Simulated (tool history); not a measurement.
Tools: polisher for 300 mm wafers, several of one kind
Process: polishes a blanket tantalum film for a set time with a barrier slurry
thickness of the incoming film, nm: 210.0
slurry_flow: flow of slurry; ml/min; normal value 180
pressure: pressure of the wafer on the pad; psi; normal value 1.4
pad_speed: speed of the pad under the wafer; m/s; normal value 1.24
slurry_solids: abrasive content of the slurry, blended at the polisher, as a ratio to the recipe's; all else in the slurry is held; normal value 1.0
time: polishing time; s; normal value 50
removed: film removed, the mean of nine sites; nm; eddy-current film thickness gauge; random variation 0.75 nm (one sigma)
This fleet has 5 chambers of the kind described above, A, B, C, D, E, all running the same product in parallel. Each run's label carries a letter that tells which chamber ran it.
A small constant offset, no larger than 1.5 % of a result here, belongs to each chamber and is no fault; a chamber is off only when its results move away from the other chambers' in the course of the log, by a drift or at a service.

| run | hour | slurry_flow | pressure | pad_speed | slurry_solids | time | wafers polished on this pad | hours since the slurry nozzle was cleaned | hours since the head pressure was calibrated | hours since the slurry blender was calibrated | removed |
|---|---|---|---|---|---|---|---|---|---|---|---|
|  | 2.4 | chamber C: worn pad replaced by a new one |
|  | 5.5 | chamber A: worn pad replaced by a new one |
| 1E | 15.7 | 180 | 1.4 | 1.24 | 1.0 | 50 | 367 | 69.8 | 1424.0 | 152.1 | 62.474 |
|  | 17.7 | chamber A: head pressure recalibrated |
| 2A | 23.0 | 180 | 1.4 | 1.24 | 1.0 | 50 | 145 | 206.5 | 5.4 | 24.4 | 63.557 |
|  | 27.4 | chamber E: slurry blender recalibrated |
| 3B | 36.6 | 180 | 1.4 | 1.24 | 1.0 | 50 | 561 | 504.8 | 971.6 | 351.3 | 61.840 |
| 4C | 50.7 | 180 | 1.4 | 1.24 | 1.0 | 50 | 400 | 139.4 | 287.3 | 389.2 | 62.006 |
| 5D | 62.4 | 180 | 1.4 | 1.24 | 1.0 | 50 | 517 | 276.3 | 1226.3 | 121.7 | 61.515 |
| 6A | 70.9 | 180 | 1.4 | 1.24 | 1.0 | 50 | 542 | 254.4 | 53.3 | 72.3 | 62.778 |
|  | 77.1 | chamber D: worn pad replaced by a new one |
| 7C | 84.0 | 180 | 1.4 | 1.24 | 1.0 | 50 | 676 | 172.7 | 320.6 | 422.5 | 62.409 |
|  | 93.5 | chamber C: worn pad replaced by a new one |
| 8E | 93.7 | 180 | 1.4 | 1.24 | 1.0 | 50 | 1013 | 147.8 | 1502.0 | 66.3 | 61.147 |
| 9D | 106.7 | 180 | 1.4 | 1.44 | 0.7 | 50 | 245 | 320.6 | 1270.6 | 166.0 | 63.472 |
| 10B | 118.0 | 180 | 1.4 | 1.44 | 0.7 | 50 | 1236 | 586.2 | 1053.0 | 432.7 | 64.176 |
|  | 121.5 | chamber E: worn pad replaced by a new one |
|  | 129.8 | chamber B: slurry blender recalibrated |
| 11D | 130.2 | 180 | 1.4 | 1.44 | 0.7 | 50 | 440 | 344.1 | 1294.1 | 189.5 | 64.207 |
|  | 130.6 | chamber D: slurry blender recalibrated |
|  | 132.7 | chamber A: slurry blender recalibrated |
|  | 138.7 | chamber C: slurry blender recalibrated |
| 12C | 142.6 | 180 | 1.4 | 1.44 | 0.7 | 50 | 406 | 231.3 | 379.2 | 4.0 | 63.951 |
|  | 145.8 | chamber B: worn pad replaced by a new one |
| 13E | 151.3 | 180 | 1.4 | 1.44 | 0.7 | 50 | 246 | 205.4 | 1559.6 | 123.9 | 65.619 |
| 14A | 158.8 | 180 | 1.4 | 1.24 | 1.0 | 50 | 1270 | 342.3 | 141.2 | 26.1 | 61.752 |
|  | 162.7 | chamber A: worn pad replaced by a new one |
|  | 164.8 | chamber D: worn pad replaced by a new one |
| 15B | 172.9 | 180 | 1.4 | 1.24 | 1.0 | 50 | 225 | 641.1 | 1107.9 | 43.1 | 63.735 |
|  | 179.6 | chamber E: slurry blender recalibrated |
| 16C | 182.0 | 180 | 1.4 | 1.24 | 1.0 | 50 | 733 | 270.7 | 418.6 | 43.4 | 62.727 |
|  | 182.5 | chamber E: head pressure recalibrated |
|  | 188.4 | chamber C: worn pad replaced by a new one |
|  | 192.6 | chamber A: slurry nozzle cleaned |
| 17E | 197.7 | 180 | 1.4 | 1.24 | 1.0 | 50 | 631 | 251.8 | 15.2 | 18.2 | 55.841 |
| 18B | 207.6 | 180 | 1.1 | 1.24 | 1.0 | 50 | 512 | 675.8 | 1142.6 | 77.8 | 49.410 |
| 19D | 220.9 | 180 | 1.1 | 1.24 | 1.0 | 50 | 464 | 434.8 | 1384.8 | 90.4 | 48.842 |
| 20A | 229.2 | 180 | 1.1 | 1.24 | 1.0 | 50 | 551 | 36.7 | 211.6 | 96.5 | 48.401 |
|  | 230.1 | chamber B: head pressure recalibrated |
|  | 235.0 | chamber D: head pressure recalibrated |
|  | 242.5 | chamber B: slurry nozzle cleaned |
|  | 243.3 | chamber C: head pressure recalibrated |
| 21B | 244.9 | 180 | 1.1 | 1.24 | 1.0 | 50 | 822 | 2.5 | 14.9 | 115.1 | 47.888 |
|  | 251.3 | chamber E: worn pad replaced by a new one |
|  | 253.2 | chamber A: slurry blender recalibrated |
|  | 255.1 | chamber D: worn pad replaced by a new one |
| 22C | 257.1 | 180 | 1.1 | 1.24 | 1.0 | 50 | 569 | 345.8 | 13.9 | 118.5 | 49.507 |
|  | 262.5 | chamber C: worn pad replaced by a new one |
| 23A | 271.5 | 180 | 1.4 | 1.24 | 1.0 | 50 | 902 | 79.0 | 253.9 | 18.3 | 63.713 |
|  | 279.2 | chamber E: slurry nozzle cleaned |
| 24D | 283.6 | 180 | 1.4 | 1.24 | 1.0 | 50 | 236 | 497.5 | 48.6 | 153.1 | 62.863 |
| 25E | 293.6 | 240 | 1.2 | 1.24 | 1.0 | 50 | 351 | 14.5 | 111.1 | 114.1 | 49.609 |
| 26D | 300.6 | 240 | 1.2 | 1.24 | 1.0 | 50 | 377 | 514.5 | 65.6 | 170.1 | 55.061 |
| 27B | 313.2 | 240 | 1.2 | 1.24 | 1.0 | 50 | 1388 | 70.8 | 83.2 | 183.4 | 54.979 |
| 28E | 322.2 | 240 | 1.2 | 1.24 | 1.0 | 50 | 588 | 43.1 | 139.7 | 142.7 | 49.763 |
|  | 323.7 | chamber D: slurry nozzle cleaned |
|  | 325.1 | chamber B: worn pad replaced by a new one |
|  | 327.2 | chamber E: slurry blender recalibrated |
|  | 328.0 | chamber A: worn pad replaced by a new one |
| 29A | 335.6 | 240 | 1.2 | 1.24 | 1.0 | 50 | 63 | 143.1 | 318.0 | 82.4 | 56.035 |
|  | 341.0 | chamber C: worn pad replaced by a new one |
|  | 342.5 | chamber D: worn pad replaced by a new one |
| 30C | 350.6 | 180 | 1.4 | 1.24 | 1.0 | 50 | 79 | 439.3 | 107.4 | 212.0 | 61.228 |
|  | 357.2 | chamber D: slurry blender recalibrated |
| 31B | 357.5 | 180 | 1.4 | 1.24 | 1.0 | 50 | 268 | 115.1 | 127.5 | 227.7 | 63.274 |
| 32E | 368.8 | 180 | 1.4 | 1.24 | 1.0 | 50 | 974 | 89.7 | 186.3 | 41.6 | 55.170 |
| 33D | 380.6 | 180 | 1.4 | 1.24 | 1.0 | 50 | 316 | 57.0 | 145.6 | 23.5 | 61.847 |
|  | 384.6 | chamber A: slurry blender recalibrated |
| 34A | 394.3 | 180 | 1.4 | 1.24 | 1.0 | 50 | 549 | 201.8 | 376.7 | 9.7 | 63.753 |
|  | 405.2 | chamber E: worn pad replaced by a new one |
| 35C | 406.8 | 180 | 1.4 | 1.24 | 0.8 | 50 | 545 | 495.5 | 163.6 | 268.2 | 58.412 |
| 36B | 422.2 | 180 | 1.4 | 1.24 | 0.8 | 50 | 804 | 179.8 | 192.2 | 292.4 | 57.629 |
| 37E | 434.3 | 180 | 1.4 | 1.24 | 0.8 | 50 | 241 | 155.2 | 251.8 | 107.1 | 52.714 |

Predict what each chamber gives when all 5 of them run the settings below next.
| 38A | 445.6 | 180 | 1.4 | 1.24 | 1.0 | 41 |  |  |  |  | ? |
| 38B | 445.6 | 180 | 1.4 | 1.24 | 1.0 | 41 |  |  |  |  | ? |
| 38C | 445.6 | 180 | 1.4 | 1.24 | 1.0 | 41 |  |  |  |  | ? |
| 38D | 445.6 | 180 | 1.4 | 1.24 | 1.0 | 41 |  |  |  |  | ? |
| 38E | 445.6 | 180 | 1.4 | 1.24 | 1.0 | 41 |  |  |  |  | ? |

| run | removed |
|---|---|
| 38A | 50.599 |
| 38B | 51.186 |
| 38C | 50.651 |
| 38D | 52.226 |
| 38E | 45.837 |

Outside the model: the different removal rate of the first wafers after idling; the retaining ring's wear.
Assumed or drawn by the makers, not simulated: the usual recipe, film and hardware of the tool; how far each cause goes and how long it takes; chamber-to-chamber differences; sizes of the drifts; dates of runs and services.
